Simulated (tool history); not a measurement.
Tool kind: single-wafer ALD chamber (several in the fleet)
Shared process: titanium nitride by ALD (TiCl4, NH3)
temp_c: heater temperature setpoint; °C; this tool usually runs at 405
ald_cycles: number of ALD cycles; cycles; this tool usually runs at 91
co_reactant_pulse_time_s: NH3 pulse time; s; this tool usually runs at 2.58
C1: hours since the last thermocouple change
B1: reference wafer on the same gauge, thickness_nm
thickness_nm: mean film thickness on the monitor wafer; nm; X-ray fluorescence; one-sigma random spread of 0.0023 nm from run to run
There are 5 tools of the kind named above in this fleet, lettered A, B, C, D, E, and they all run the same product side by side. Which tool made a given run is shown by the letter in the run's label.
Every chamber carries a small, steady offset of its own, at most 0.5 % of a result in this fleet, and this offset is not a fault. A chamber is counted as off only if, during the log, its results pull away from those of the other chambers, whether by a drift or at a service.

{"run": "1A", "hour": 10.6, "temp_c": 405, "ald_cycles": 91, "co_reactant_pulse_time_s": 2.58, "C1": 507.8, "B1": 1.8805, "thickness_nm": 2.0256}
{"run": "2B", "hour": 20.3, "temp_c": 405, "ald_cycles": 91, "co_reactant_pulse_time_s": 2.58, "C1": 554.4, "B1": 1.8806, "thickness_nm": 2.0197}
{"run": "3D", "hour": 28.6, "temp_c": 405, "ald_cycles": 91, "co_reactant_pulse_time_s": 2.58, "C1": 3315.3, "B1": 1.881, "thickness_nm": 2.0298}
{"run": "4C", "hour": 34.9, "temp_c": 405, "ald_cycles": 91, "co_reactant_pulse_time_s": 2.58, "C1": 1076.0, "B1": 1.8813, "thickness_nm": 2.0401}
{"run": "5E", "hour": 46.8, "temp_c": 405, "ald_cycles": 91, "co_reactant_pulse_time_s": 2.58, "C1": 1166.0, "B1": 1.8812, "thickness_nm": 2.0309}
{"run": "6D", "hour": 52.6, "temp_c": 405, "ald_cycles": 91, "co_reactant_pulse_time_s": 2.58, "C1": 3339.3, "B1": 1.8809, "thickness_nm": 2.0274}
{"run": "7E", "hour": 59.1, "temp_c": 405, "ald_cycles": 91, "co_reactant_pulse_time_s": 2.58, "C1": 1178.3, "B1": 1.8813, "thickness_nm": 2.0339}
{"run": "8A", "hour": 65.8, "temp_c": 405, "ald_cycles": 91, "co_reactant_pulse_time_s": 2.58, "C1": 563.0, "B1": 1.882, "thickness_nm": 2.0269}
{"run": "9B", "hour": 74.9, "temp_c": 405, "ald_cycles": 91, "co_reactant_pulse_time_s": 2.58, "C1": 609.0, "B1": 1.8819, "thickness_nm": 2.0248}
{"run": "10C", "hour": 81.5, "temp_c": 405, "ald_cycles": 91, "co_reactant_pulse_time_s": 2.58, "C1": 1122.6, "B1": 1.8819, "thickness_nm": 2.042}
{"run": "11D", "hour": 88.2, "temp_c": 405, "ald_cycles": 91, "co_reactant_pulse_time_s": 2.58, "C1": 3374.9, "B1": 1.8825, "thickness_nm": 2.0323}
{"run": "12A", "hour": 98.6, "temp_c": 405, "ald_cycles": 91, "co_reactant_pulse_time_s": 2.58, "C1": 595.8, "B1": 1.8827, "thickness_nm": 2.0331}
{"run": "13E", "hour": 104.8, "temp_c": 405, "ald_cycles": 91, "co_reactant_pulse_time_s": 2.58, "C1": 1224.0, "B1": 1.8829, "thickness_nm": 2.0287}
{"run": "14C", "hour": 111.3, "temp_c": 405, "ald_cycles": 91, "co_reactant_pulse_time_s": 2.58, "C1": 1152.4, "B1": 1.8825, "thickness_nm": 2.0414}
{"hour": 112.6, "done": "chamber D: thermocouple changed; heater temperature recalibrated"}
{"run": "15B", "hour": 120.9, "temp_c": 405, "ald_cycles": 91, "co_reactant_pulse_time_s": 2.58, "C1": 655.0, "B1": 1.8829, "thickness_nm": 2.0243}
{"run": "16D", "hour": 131.9, "temp_c": 405, "ald_cycles": 91, "co_reactant_pulse_time_s": 2.58, "C1": 19.3, "B1": 1.8833, "thickness_nm": 2.0363}
{"run": "17B", "hour": 139.5, "temp_c": 405, "ald_cycles": 91, "co_reactant_pulse_time_s": 2.58, "C1": 673.6, "B1": 1.8829, "thickness_nm": 2.0258}
{"run": "18A", "hour": 147.0, "temp_c": 405, "ald_cycles": 91, "co_reactant_pulse_time_s": 2.58, "C1": 644.2, "B1": 1.8837, "thickness_nm": 2.0332}
{"run": "19C", "hour": 155.7, "temp_c": 405, "ald_cycles": 91, "co_reactant_pulse_time_s": 2.58, "C1": 1196.8, "B1": 1.8834, "thickness_nm": 2.0463}
{"run": "20E", "hour": 165.3, "temp_c": 405, "ald_cycles": 91, "co_reactant_pulse_time_s": 2.58, "C1": 1284.5, "B1": 1.884, "thickness_nm": 2.0331}
{"run": "21A", "hour": 172.9, "temp_c": 405, "ald_cycles": 74, "co_reactant_pulse_time_s": 2.58, "C1": 670.1, "B1": 1.884, "thickness_nm": 1.6487}
{"run": "22B", "hour": 180.2, "temp_c": 405, "ald_cycles": 74, "co_reactant_pulse_time_s": 2.58, "C1": 714.3, "B1": 1.8846, "thickness_nm": 1.6451}
{"run": "23C", "hour": 185.7, "temp_c": 405, "ald_cycles": 74, "co_reactant_pulse_time_s": 2.58, "C1": 1226.8, "B1": 1.8848, "thickness_nm": 1.6609}
{"run": "24E", "hour": 195.6, "temp_c": 405, "ald_cycles": 74, "co_reactant_pulse_time_s": 2.58, "C1": 1314.8, "B1": 1.8843, "thickness_nm": 1.6523}
{"run": "25D", "hour": 201.2, "temp_c": 405, "ald_cycles": 74, "co_reactant_pulse_time_s": 2.58, "C1": 88.6, "B1": 1.8844, "thickness_nm": 1.6558}
{"run": "26C", "hour": 208.2, "temp_c": 405, "ald_cycles": 91, "co_reactant_pulse_time_s": 2.58, "C1": 1249.3, "B1": 1.8854, "thickness_nm": 2.0482}
{"run": "27B", "hour": 216.7, "temp_c": 405, "ald_cycles": 91, "co_reactant_pulse_time_s": 1.95, "C1": 750.8, "B1": 1.8849, "thickness_nm": 2.0074}
{"run": "28E", "hour": 224.5, "temp_c": 405, "ald_cycles": 91, "co_reactant_pulse_time_s": 1.95, "C1": 1343.7, "B1": 1.8859, "thickness_nm": 2.0146}
{"run": "29A", "hour": 236.8, "temp_c": 405, "ald_cycles": 91, "co_reactant_pulse_time_s": 1.95, "C1": 734.0, "B1": 1.8856, "thickness_nm": 2.0135}
{"run": "30D", "hour": 244.9, "temp_c": 405, "ald_cycles": 91, "co_reactant_pulse_time_s": 1.95, "C1": 132.3, "B1": 1.886, "thickness_nm": 2.0226}
{"run": "31D", "hour": 252.6, "temp_c": 405, "ald_cycles": 91, "co_reactant_pulse_time_s": 1.95, "C1": 140.0, "B1": 1.886, "thickness_nm": 2.0204}
{"run": "32B", "hour": 258.2, "temp_c": 405, "ald_cycles": 91, "co_reactant_pulse_time_s": 2.58, "C1": 792.3, "B1": 1.8867, "thickness_nm": 2.0288}
{"run": "33A", "hour": 266.9, "temp_c": 405, "ald_cycles": 91, "co_reactant_pulse_time_s": 2.58, "C1": 764.1, "B1": 1.8867, "thickness_nm": 2.0341}
{"run": "34E", "hour": 275.7, "temp_c": 405, "ald_cycles": 91, "co_reactant_pulse_time_s": 2.58, "C1": 1394.9, "B1": 1.887, "thickness_nm": 2.0355}
{"run": "35C", "hour": 282.8, "temp_c": 405, "ald_cycles": 91, "co_reactant_pulse_time_s": 2.58, "C1": 1323.9, "B1": 1.8863, "thickness_nm": 2.046}
{"run": "36B", "hour": 291.0, "temp_c": 405, "ald_cycles": 91, "co_reactant_pulse_time_s": 2.58, "C1": 825.1, "B1": 1.8873, "thickness_nm": 2.0292}
{"run": "37D", "hour": 301.3, "temp_c": 405, "ald_cycles": 91, "co_reactant_pulse_time_s": 2.58, "C1": 188.7, "B1": 1.8867, "thickness_nm": 2.0423}
{"run": "38C", "hour": 309.4, "temp_c": 405, "ald_cycles": 91, "co_reactant_pulse_time_s": 2.58, "C1": 1350.5, "B1": 1.8875, "thickness_nm": 2.049}
{"run": "39E", "hour": 316.4, "temp_c": 405, "ald_cycles": 91, "co_reactant_pulse_time_s": 2.58, "C1": 1435.6, "B1": 1.888, "thickness_nm": 2.0355}
{"run": "40A", "hour": 327.3, "temp_c": 405, "ald_cycles": 91, "co_reactant_pulse_time_s": 2.58, "C1": 824.5, "B1": 1.8881, "thickness_nm": 2.0374}
{"run": "41D", "hour": 333.2, "temp_c": 405, "ald_cycles": 91, "co_reactant_pulse_time_s": 2.58, "C1": 220.6, "B1": 1.8874, "thickness_nm": 2.0413}
{"run": "42C", "hour": 343.1, "temp_c": 405, "ald_cycles": 91, "co_reactant_pulse_time_s": 2.58, "C1": 1384.2, "B1": 1.8887, "thickness_nm": 2.0435}
{"run": "43B", "hour": 353.2, "temp_c": 405, "ald_cycles": 91, "co_reactant_pulse_time_s": 2.58, "C1": 887.3, "B1": 1.8882, "thickness_nm": 2.0339}

Which is it: a chamber that has drifted or been left off by a service, a gauge drift common to all chambers, or only each chamber's usual small offset? If a chamber is off, name it and its likeliest cause.

The shared gauge is drifting. All chambers look as if they move in step, but none is off.
Most likely cause: gauge reads high (%) = 0.463.
